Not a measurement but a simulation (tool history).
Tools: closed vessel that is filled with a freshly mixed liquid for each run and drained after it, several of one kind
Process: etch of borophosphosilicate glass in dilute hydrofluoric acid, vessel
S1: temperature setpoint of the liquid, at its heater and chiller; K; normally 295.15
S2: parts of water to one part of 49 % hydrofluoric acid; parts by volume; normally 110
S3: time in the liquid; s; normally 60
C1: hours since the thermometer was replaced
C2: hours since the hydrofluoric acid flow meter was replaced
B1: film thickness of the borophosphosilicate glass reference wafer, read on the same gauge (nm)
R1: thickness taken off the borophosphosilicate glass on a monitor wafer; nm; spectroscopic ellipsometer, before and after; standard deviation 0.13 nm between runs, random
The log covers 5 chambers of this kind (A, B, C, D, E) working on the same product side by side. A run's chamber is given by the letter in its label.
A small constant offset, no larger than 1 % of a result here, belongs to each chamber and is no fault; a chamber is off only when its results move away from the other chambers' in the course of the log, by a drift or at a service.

{"run": "1B", "hour": 9.2, "S1": 295.15, "S2": 110, "S3": 60, "C1": 354.4, "C2": 508.6, "B1": 60.011, "R1": 18.047}
{"run": "2A", "hour": 15.2, "S1": 295.15, "S2": 110, "S3": 60, "C1": 34.0, "C2": 80.4, "B1": 59.956, "R1": 17.626}
{"run": "3E", "hour": 24.6, "S1": 295.15, "S2": 110, "S3": 60, "C1": 1888.3, "C2": 666.1, "B1": 59.983, "R1": 17.786}
{"run": "4C", "hour": 33.1, "S1": 295.15, "S2": 110, "S3": 60, "C1": 1000.3, "C2": 325.2, "B1": 60.023, "R1": 18.008}
{"run": "5D", "hour": 42.5, "S1": 295.15, "S2": 110, "S3": 60, "C1": 1362.8, "C2": 1209.1, "B1": 59.967, "R1": 17.838}
{"run": "6D", "hour": 49.4, "S1": 295.15, "S2": 110, "S3": 60, "C1": 1369.7, "C2": 1216.0, "B1": 59.998, "R1": 18.249}
{"run": "7A", "hour": 56.8, "S1": 295.15, "S2": 110, "S3": 60, "C1": 75.6, "C2": 122.0, "B1": 60.028, "R1": 17.912}
{"run": "8C", "hour": 66.8, "S1": 295.15, "S2": 110, "S3": 60, "C1": 1034.0, "C2": 358.9, "B1": 60.049, "R1": 17.917}
{"run": "9B", "hour": 73.8, "S1": 292.15, "S2": 110, "S3": 60, "C1": 419.0, "C2": 573.2, "B1": 59.98, "R1": 15.856}
{"run": "10E", "hour": 79.1, "S1": 292.15, "S2": 110, "S3": 60, "C1": 1942.8, "C2": 720.6, "B1": 60.013, "R1": 15.885}
{"run": "11D", "hour": 87.3, "S1": 292.15, "S2": 110, "S3": 60, "C1": 1407.6, "C2": 1253.9, "B1": 59.967, "R1": 15.839}
{"run": "12C", "hour": 95.7, "S1": 292.15, "S2": 110, "S3": 60, "C1": 1062.9, "C2": 387.8, "B1": 59.981, "R1": 15.896}
{"run": "13B", "hour": 101.8, "S1": 292.15, "S2": 110, "S3": 60, "C1": 447.0, "C2": 601.2, "B1": 60.018, "R1": 15.923}
{"run": "14A", "hour": 110.6, "S1": 299.15, "S2": 110, "S3": 60, "C1": 129.4, "C2": 175.8, "B1": 60.048, "R1": 21.145}
{"run": "15E", "hour": 117.1, "S1": 299.15, "S2": 110, "S3": 60, "C1": 1980.8, "C2": 758.6, "B1": 60.015, "R1": 21.382}
{"run": "16D", "hour": 126.7, "S1": 299.15, "S2": 110, "S3": 60, "C1": 1447.0, "C2": 1293.3, "B1": 60.015, "R1": 21.104}
{"run": "17E", "hour": 133.3, "S1": 299.15, "S2": 110, "S3": 60, "C1": 1997.0, "C2": 774.8, "B1": 59.985, "R1": 21.486}
{"run": "18A", "hour": 139.9, "S1": 299.15, "S2": 110, "S3": 60, "C1": 158.7, "C2": 205.1, "B1": 59.986, "R1": 20.965}
{"run": "19C", "hour": 144.8, "S1": 295.15, "S2": 110, "S3": 60, "C1": 1112.0, "C2": 436.9, "B1": 59.947, "R1": 17.991}
{"run": "20B", "hour": 152.8, "S1": 295.15, "S2": 110, "S3": 60, "C1": 498.0, "C2": 652.2, "B1": 59.987, "R1": 17.796}
{"run": "21E", "hour": 160.9, "S1": 295.15, "S2": 110, "S3": 60, "C1": 2024.6, "C2": 802.4, "B1": 60.015, "R1": 18.624}
{"run": "22C", "hour": 165.5, "S1": 295.15, "S2": 110, "S3": 60, "C1": 1132.7, "C2": 457.6, "B1": 59.992, "R1": 17.828}
{"run": "23B", "hour": 172.7, "S1": 295.15, "S2": 110, "S3": 60, "C1": 517.9, "C2": 672.1, "B1": 59.962, "R1": 17.899}
{"run": "24D", "hour": 178.9, "S1": 299.65, "S2": 145, "S3": 60, "C1": 1499.2, "C2": 1345.5, "B1": 59.936, "R1": 15.654}
{"run": "25A", "hour": 185.4, "S1": 299.65, "S2": 145, "S3": 60, "C1": 204.2, "C2": 250.6, "B1": 60.018, "R1": 15.423}
{"run": "26D", "hour": 190.8, "S1": 299.65, "S2": 145, "S3": 60, "C1": 1511.1, "C2": 1357.4, "B1": 60.03, "R1": 15.4}
{"run": "27C", "hour": 200.9, "S1": 299.65, "S2": 145, "S3": 60, "C1": 1168.1, "C2": 493.0, "B1": 59.955, "R1": 15.559}
{"run": "28A", "hour": 210.7, "S1": 299.65, "S2": 145, "S3": 60, "C1": 229.5, "C2": 275.9, "B1": 59.974, "R1": 15.572}
{"run": "29E", "hour": 217.8, "S1": 295.15, "S2": 110, "S3": 60, "C1": 2081.5, "C2": 859.3, "B1": 60.076, "R1": 18.753}
{"run": "30B", "hour": 223.0, "S1": 295.15, "S2": 110, "S3": 60, "C1": 568.2, "C2": 722.4, "B1": 60.026, "R1": 17.946}
{"run": "31C", "hour": 228.4, "S1": 295.15, "S2": 110, "S3": 60, "C1": 1195.6, "C2": 520.5, "B1": 60.003, "R1": 17.956}
{"run": "32A", "hour": 233.0, "S1": 295.15, "S2": 110, "S3": 60, "C1": 251.8, "C2": 298.2, "B1": 59.958, "R1": 17.872}
{"run": "33E", "hour": 239.9, "S1": 295.15, "S2": 110, "S3": 60, "C1": 2103.6, "C2": 881.4, "B1": 59.98, "R1": 19.164}

Next, every chamber runs the same settings. What will each give?
{"run": "34A", "hour": 247.4, "S1": 295.15, "S2": 110, "S3": 60, "R1": "?"}
{"run": "34B", "hour": 247.4, "S1": 295.15, "S2": 110, "S3": 60, "R1": "?"}
{"run": "34C", "hour": 247.4, "S1": 295.15, "S2": 110, "S3": 60, "R1": "?"}
{"run": "34D", "hour": 247.4, "S1": 295.15, "S2": 110, "S3": 60, "R1": "?"}
{"run": "34E", "hour": 247.4, "S1": 295.15, "S2": 110, "S3": 60, "R1": "?"}

run=34A R1=17.963
run=34B R1=17.920
run=34C R1=17.994
run=34D R1=17.888
run=34E R1=19.048
